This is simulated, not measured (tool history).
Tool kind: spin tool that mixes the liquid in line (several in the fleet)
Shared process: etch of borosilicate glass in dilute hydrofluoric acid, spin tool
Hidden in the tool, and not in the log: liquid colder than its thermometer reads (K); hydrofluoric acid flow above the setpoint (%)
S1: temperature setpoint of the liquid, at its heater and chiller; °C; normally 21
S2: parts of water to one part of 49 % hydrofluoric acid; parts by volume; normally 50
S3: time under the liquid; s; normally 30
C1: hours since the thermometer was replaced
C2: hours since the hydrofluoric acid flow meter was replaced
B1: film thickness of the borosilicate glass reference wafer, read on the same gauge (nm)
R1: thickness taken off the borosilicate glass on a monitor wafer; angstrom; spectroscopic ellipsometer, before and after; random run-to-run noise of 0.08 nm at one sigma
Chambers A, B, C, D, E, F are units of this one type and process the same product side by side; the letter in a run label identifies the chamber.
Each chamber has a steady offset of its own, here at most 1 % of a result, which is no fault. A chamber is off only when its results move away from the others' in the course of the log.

run,hour,S1,S2,S3,C1,C2,B1,R1
1E,9,21,50,30,386.7,459,130,119.78
2A,21.3,21,50,30,1695,95.1,130,118.31
3D,35.7,21,50,30,1327.4,752.5,129.98,121.83
4F,43.9,21,50,30,1069.4,325.1,129.96,120.6
5C,51.1,21,50,30,1287.7,422.3,129.96,120.6
6B,59.6,21,50,30,1979.9,1118,130.01,121.07
7A,68.9,21,50,30,1742.6,142.7,130.03,117.66
8B,76.6,21,50,30,1996.9,1135,130.03,120.91
9F,87.6,17.5,50,20,1113.1,368.8,130.01,69.371
10E,98,17.5,50,20,475.7,548,129.97,69.894
11C,108.7,17.5,50,20,1345.3,479.9,130,69.441
12D,120.5,17.5,50,20,1412.2,837.3,129.96,68.918
13C,127.3,17.5,50,20,1363.9,498.5,129.97,69.736
14E,140.4,17.5,50,20,518.1,590.4,130,69.417
# hour 144.3: chamber C: hydrofluoric acid flow meter replaced
15B,149.8,21,50,30,2070.1,1208.2,130.02,121.93
16D,158.7,21,50,30,1450.4,875.5,130.01,121.44
# hour 167.5: chamber F: thermometer replaced
17A,172.5,21,50,30,1846.2,246.3,130.03,118.98
# hour 173.3: chamber A: thermometer replaced
18F,182.2,21,50,30,14.8,463.4,129.99,121.88
19E,194.3,21,50,30,572,644.3,130.03,121.24
20D,208.7,21,50,30,1500.4,925.5,130.02,122.53
21A,215.1,26,65,30,41.9,288.9,130,111.23
22B,228.2,26,65,30,2148.5,1286.6,130.03,113.36
23F,235.8,26,65,30,68.4,517,130,113.45
24C,248.5,26,65,30,1485.1,104.2,129.98,112.9
25A,258.2,26,65,30,85,332,129.97,111.79
26F,272.1,26,65,30,104.7,553.3,129.99,111.83
27C,282.2,21,70,15,1518.8,137.9,129.98,42.18
# hour 283.5: chamber E: thermometer replaced
28B,293.8,21,70,15,2214.1,1352.2,129.99,42.216
29D,306.7,21,70,15,1598.4,1023.5,129.99,42.523
30E,315.2,21,70,15,31.7,765.2,129.98,42.084
31C,329.8,21,70,15,1566.4,185.5,130.03,42.476
32E,336.4,21,70,15,52.9,786.4,130,41.506
33F,349.3,21,50,30,181.9,630.5,130,121.01
34D,359.9,21,50,30,1651.6,1076.7,129.95,120.05
35A,374,21,65,20,200.8,447.8,130.01,60.82
36B,385,21,65,20,2305.3,1443.4,130,61.232
37A,396.8,21,65,20,223.6,470.6,130.02,61.07
38F,406.9,21,65,20,239.5,688.1,130,60.47
39E,419.7,21,65,20,136.2,869.7,130.04,60.398

Predict what each chamber gives when all 6 of them run the settings below next.
40A,430.4,21,50,30,,,,?
40B,430.4,21,50,30,,,,?
40C,430.4,21,50,30,,,,?
40D,430.4,21,50,30,,,,?
40E,430.4,21,50,30,,,,?
40F,430.4,21,50,30,,,,?

run,R1
40A,120.36
40B,119.87
40C,120.68
40D,120.83
40E,120.97
40F,121
